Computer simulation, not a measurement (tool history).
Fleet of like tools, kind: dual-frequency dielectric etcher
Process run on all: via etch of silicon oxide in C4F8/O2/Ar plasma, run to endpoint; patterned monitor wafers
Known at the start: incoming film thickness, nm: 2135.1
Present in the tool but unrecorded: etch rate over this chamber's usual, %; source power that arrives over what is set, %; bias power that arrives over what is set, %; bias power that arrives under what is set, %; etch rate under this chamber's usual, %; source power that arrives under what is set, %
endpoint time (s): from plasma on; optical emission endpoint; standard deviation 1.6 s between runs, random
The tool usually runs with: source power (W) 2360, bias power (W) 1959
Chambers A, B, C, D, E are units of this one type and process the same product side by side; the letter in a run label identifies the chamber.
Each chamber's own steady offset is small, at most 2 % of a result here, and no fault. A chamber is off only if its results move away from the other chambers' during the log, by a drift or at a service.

run,hour,source power (W),bias power (W),hours since the last wet clean,hours since the last source power generator calibration,hours since the last bias power generator calibration,endpoint time (s)
1D,3.6,2360,1959,211.3,474.6,508.2,403.47
# hour 6.7: chamber B: wet clean of the chamber
2E,8.2,2360,1959,220.8,1430.4,554.8,395.55
3B,11.6,2360,1959,4.9,1540.5,1573.7,399.83
4A,13.9,2360,1959,535.5,968.7,3936.6,395.56
5C,18.3,2360,1959,255.9,1866.6,1130.9,399.1
6C,23.4,2360,1959,261,1871.7,1136,396.26
7B,28.1,2360,1959,21.4,1557,1590.2,401.22
8A,31.1,2360,1959,552.7,985.9,3953.8,395.95
9D,35.5,2360,1959,243.2,506.5,540.1,402.13
10E,40.3,2360,1959,252.9,1462.5,586.9,394.72
11B,44.3,2360,1959,37.6,1573.2,1606.4,400.18
12E,47.1,2360,1959,259.7,1469.3,593.7,397.31
13C,49.4,2360,1959,287,1897.7,1162,397.31
14D,54.4,2360,1959,262.1,525.4,559,403.02
15A,58.5,2360,1959,580.1,1013.3,3981.2,395.09
16C,60.9,2360,1959,298.5,1909.2,1173.5,397.9
17D,65.5,2360,1959,273.2,536.5,570.1,401.76
18B,70.2,2360,1959,63.5,1599.1,1632.3,397.35
19A,72.7,2360,1959,594.3,1027.5,3995.4,393.64
20E,77.4,2900,2108,290,1499.6,624,363.34
21B,81.3,2900,2108,74.6,1610.2,1643.4,360.92
22C,86.2,2900,2108,323.8,1934.5,1198.8,355.93
23E,90,2900,2108,302.6,1512.2,636.6,365.75
# hour 90.6: chamber A: wet clean of the chamber
24A,93.4,2900,2108,2.9,1048.2,4016.1,356.23
25D,97.1,2360,1959,304.8,568.1,601.7,403.14
26D,102.2,2360,1959,309.9,573.2,606.8,403.81
27E,104.8,2360,1959,317.4,1527,651.4,409.94
28B,107.1,2360,1959,100.4,1636,1669.2,394.77
29C,110.5,2680,2174,348.1,1958.8,1223.1,363.8
30A,113.8,2680,2174,23.3,1068.6,4036.5,366.01
31C,116.5,2680,2174,354.1,1964.8,1229.1,366.62

All 5 chambers run these settings next. Forecast each chamber's results:
32A,120.3,2060,1959,,,,?
32B,120.3,2060,1959,,,,?
32C,120.3,2060,1959,,,,?
32D,120.3,2060,1959,,,,?
32E,120.3,2060,1959,,,,?

run,endpoint time (s)
32A,421.49
32B,419.96
32C,420.91
32D,423.53
32E,437.6
